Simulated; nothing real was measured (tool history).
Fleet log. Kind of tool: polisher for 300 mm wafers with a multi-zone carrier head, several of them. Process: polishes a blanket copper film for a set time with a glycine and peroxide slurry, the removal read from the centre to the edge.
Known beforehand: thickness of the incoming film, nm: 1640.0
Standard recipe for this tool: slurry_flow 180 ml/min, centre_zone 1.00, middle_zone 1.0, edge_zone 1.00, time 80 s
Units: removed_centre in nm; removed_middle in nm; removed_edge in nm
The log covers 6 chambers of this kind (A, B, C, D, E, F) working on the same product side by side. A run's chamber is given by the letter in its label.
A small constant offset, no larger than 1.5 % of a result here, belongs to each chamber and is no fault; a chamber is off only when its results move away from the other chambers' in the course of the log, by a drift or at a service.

run,hour,slurry_flow,centre_zone,middle_zone,edge_zone,time,wafers polished on this pad,hours since the slurry nozzle was cleaned,hours since the centre zone pressure was calibrated,hours since the edge zone pressure was calibrated,removed_centre,removed_middle,removed_edge
# hour 4.2: chamber A: worn pad replaced by a new one
1F,9.4,180,1.00,1.0,1.00,80,89,269.5,986.5,378.5,531.84,523.47,531.51
2B,20.4,180,1.00,1.0,1.00,80,1075,138.5,441.0,171.6,537.11,522.33,533.84
# hour 21.6: chamber E: centre zone pressure recalibrated
3A,32.6,180,1.00,1.0,1.00,80,174,163.3,548.6,680.7,519.97,526.38,531.48
4E,41.5,180,1.00,1.0,1.00,80,1014,635.6,19.9,478.0,529.91,526.54,528.81
# hour 42.7: chamber E: edge zone pressure recalibrated
# hour 43.7: chamber B: worn pad replaced by a new one
# hour 45.0: chamber D: worn pad replaced by a new one
5C,52.2,210,1.00,1.0,1.00,90,524,152.3,216.5,330.9,604.56,610.68,598.13
6D,62.0,210,1.00,1.0,1.00,90,104,83.1,346.7,199.5,603.23,616.09,602.10
# hour 64.5: chamber C: worn pad replaced by a new one
# hour 66.8: chamber E: worn pad replaced by a new one
7D,74.4,210,1.00,1.0,1.00,90,180,95.5,359.1,211.9,599.54,610.14,603.91
# hour 79.4: chamber C: edge zone pressure recalibrated
8A,82.4,210,1.00,1.0,1.00,90,479,213.1,598.4,730.5,596.88,602.79,599.63
# hour 92.3: chamber A: slurry nozzle cleaned
9E,94.7,210,1.00,1.0,1.00,90,171,688.8,73.1,52.0,606.89,605.45,603.12
# hour 95.0: chamber E: slurry nozzle cleaned
10C,107.2,210,1.00,1.0,1.00,90,261,207.3,271.5,27.9,608.77,603.88,598.42
11F,114.4,180,1.00,1.0,1.00,80,732,374.5,1091.5,483.5,532.09,520.83,530.63
12B,124.3,180,1.00,1.0,1.00,80,493,242.4,544.9,275.5,524.30,522.12,528.25
# hour 127.6: chamber A: worn pad replaced by a new one
13A,133.7,180,1.00,1.1,1.06,80,37,41.4,649.7,781.8,522.89,572.17,540.13
# hour 137.7: chamber D: worn pad replaced by a new one
14F,144.9,180,1.00,1.1,1.06,80,919,405.0,1122.0,514.0,525.74,572.24,551.41
# hour 150.4: chamber F: worn pad replaced by a new one
15E,151.9,180,1.00,1.1,1.06,80,521,56.9,130.3,109.2,528.55,585.59,543.28
16D,161.8,180,1.00,1.1,1.06,80,147,182.9,446.5,299.3,532.58,578.36,538.63
17C,169.5,180,1.00,1.1,1.06,80,642,269.6,333.8,90.2,531.62,577.53,542.23
# hour 175.3: chamber C: slurry nozzle cleaned
18B,181.7,180,1.00,1.1,1.06,80,844,299.8,602.3,332.9,528.99,576.72,537.52
# hour 183.6: chamber C: worn pad replaced by a new one
19B,194.1,180,1.00,1.0,1.00,80,920,312.2,614.7,345.3,523.56,530.50,524.73
# hour 198.5: chamber A: edge zone pressure recalibrated
20F,200.3,180,1.00,1.0,1.00,80,305,460.4,1177.4,569.4,533.93,525.41,526.97
21D,208.8,180,1.00,1.0,1.00,80,435,229.9,493.5,346.3,534.35,528.68,522.03
# hour 215.0: chamber B: worn pad replaced by a new one
22E,217.1,180,1.00,1.0,1.00,80,920,122.1,195.5,174.4,524.71,521.44,524.35
23C,223.4,180,0.91,1.0,1.00,55,244,48.1,387.7,144.1,328.84,360.26,356.75
24A,229.9,180,0.91,1.0,1.00,55,626,137.6,745.9,31.5,322.89,364.97,362.00
# hour 238.1: chamber D: worn pad replaced by a new one
25B,239.3,180,0.91,1.0,1.00,55,149,357.4,659.9,390.5,329.48,364.47,362.82
26A,251.3,180,0.91,1.0,1.00,55,757,159.0,767.3,52.9,323.59,365.67,359.53
# hour 255.0: chamber E: worn pad replaced by a new one
27D,260.3,180,0.91,1.0,1.00,55,136,281.4,545.0,397.8,323.13,363.74,362.38
# hour 260.6: chamber F: centre zone pressure recalibrated
28E,267.6,180,0.91,1.0,1.00,55,77,172.6,246.0,224.9,326.76,357.93,363.82
# hour 269.0: chamber C: centre zone pressure recalibrated
# hour 269.0: chamber A: worn pad replaced by a new one
29C,274.3,180,1.00,1.0,1.00,80,555,99.0,5.3,195.0,533.84,535.20,523.36
# hour 283.2: chamber F: worn pad replaced by a new one
30F,284.2,180,1.00,1.0,1.00,80,6,544.3,23.6,653.3,511.24,528.41,531.87
31B,292.1,180,1.00,1.0,1.00,80,472,410.2,712.7,443.3,522.46,519.41,528.13
# hour 294.6: chamber C: worn pad replaced by a new one
32F,303.6,180,1.00,1.0,1.00,80,125,563.7,43.0,672.7,501.29,523.37,531.06
# hour 307.7: chamber F: edge zone pressure recalibrated
# hour 311.0: chamber B: centre zone pressure recalibrated
# hour 312.7: chamber A: slurry nozzle cleaned
33D,314.2,180,1.00,1.0,1.00,80,465,335.3,598.9,451.7,528.55,532.09,526.22
# hour 315.6: chamber A: centre zone pressure recalibrated
34A,325.5,180,1.00,1.0,1.00,80,346,12.8,9.9,127.1,523.09,528.21,531.39
# hour 335.1: chamber F: slurry nozzle cleaned
35E,337.0,180,1.00,1.0,1.00,80,502,242.0,315.4,294.3,527.55,527.27,529.97
36C,348.9,215,1.00,1.0,0.89,80,332,173.6,79.9,269.6,544.69,545.49,499.07
37B,361.2,215,1.00,1.0,0.89,80,895,479.3,50.3,512.4,539.82,540.55,506.33
38F,370.4,215,1.00,1.0,0.89,80,534,35.3,109.8,62.7,519.34,538.40,509.39
39C,379.3,215,1.00,1.0,0.89,80,518,204.0,110.3,300.0,542.91,542.87,507.21
# hour 384.5: chamber A: worn pad replaced by a new one
40E,392.2,215,1.00,1.0,0.89,80,840,297.2,370.6,349.5,545.02,536.45,504.12
41A,402.6,215,1.00,1.0,0.89,80,111,89.9,87.0,204.2,533.36,543.88,507.29

Has any chamber moved away from the others, gradually or after a service, or does the common gauge drift, or do the chambers differ only by their own small steady offsets? State the chamber and the most likely cause if one applies.

Chamber F came out of a service off from its peers and stayed that way.
Cause: centre zone's pressure below its setpoint, % = 4.5.

Which of the 4 candidates below, each the usual settings with something changed and its results left as question marks, puts chamber F back in line with what the other chambers give on the usual settings?
Maximum distance from the other chambers' mean on the usual settings for a result to count as in line: removed_centre 13.00 nm; removed_middle 16.00 nm; removed_edge 11.00 nm
42F-1,412.1,185,1.04,1.00,0.98,80,,,,,?,?,?
42F-2,412.1,175,0.93,0.99,1.04,80,,,,,?,?,?
42F-3,412.1,185,1.07,1.01,0.96,80,,,,,?,?,?
42F-4,412.1,175,0.96,1.00,1.02,80,,,,,?,?,?

On the usual settings, the other chambers give on average: removed_centre 525.88 nm; removed_middle 527.48 nm; removed_edge 526.30 nm
run,removed_centre,removed_middle,removed_edge
42F-1,525.90,524.81,526.89
42F-2,460.80,515.65,540.15
42F-3,542.42,529.51,521.22
42F-4,477.14,520.31,534.53
Change 42F-1 lands the chamber within the allowed miss of the other chambers.
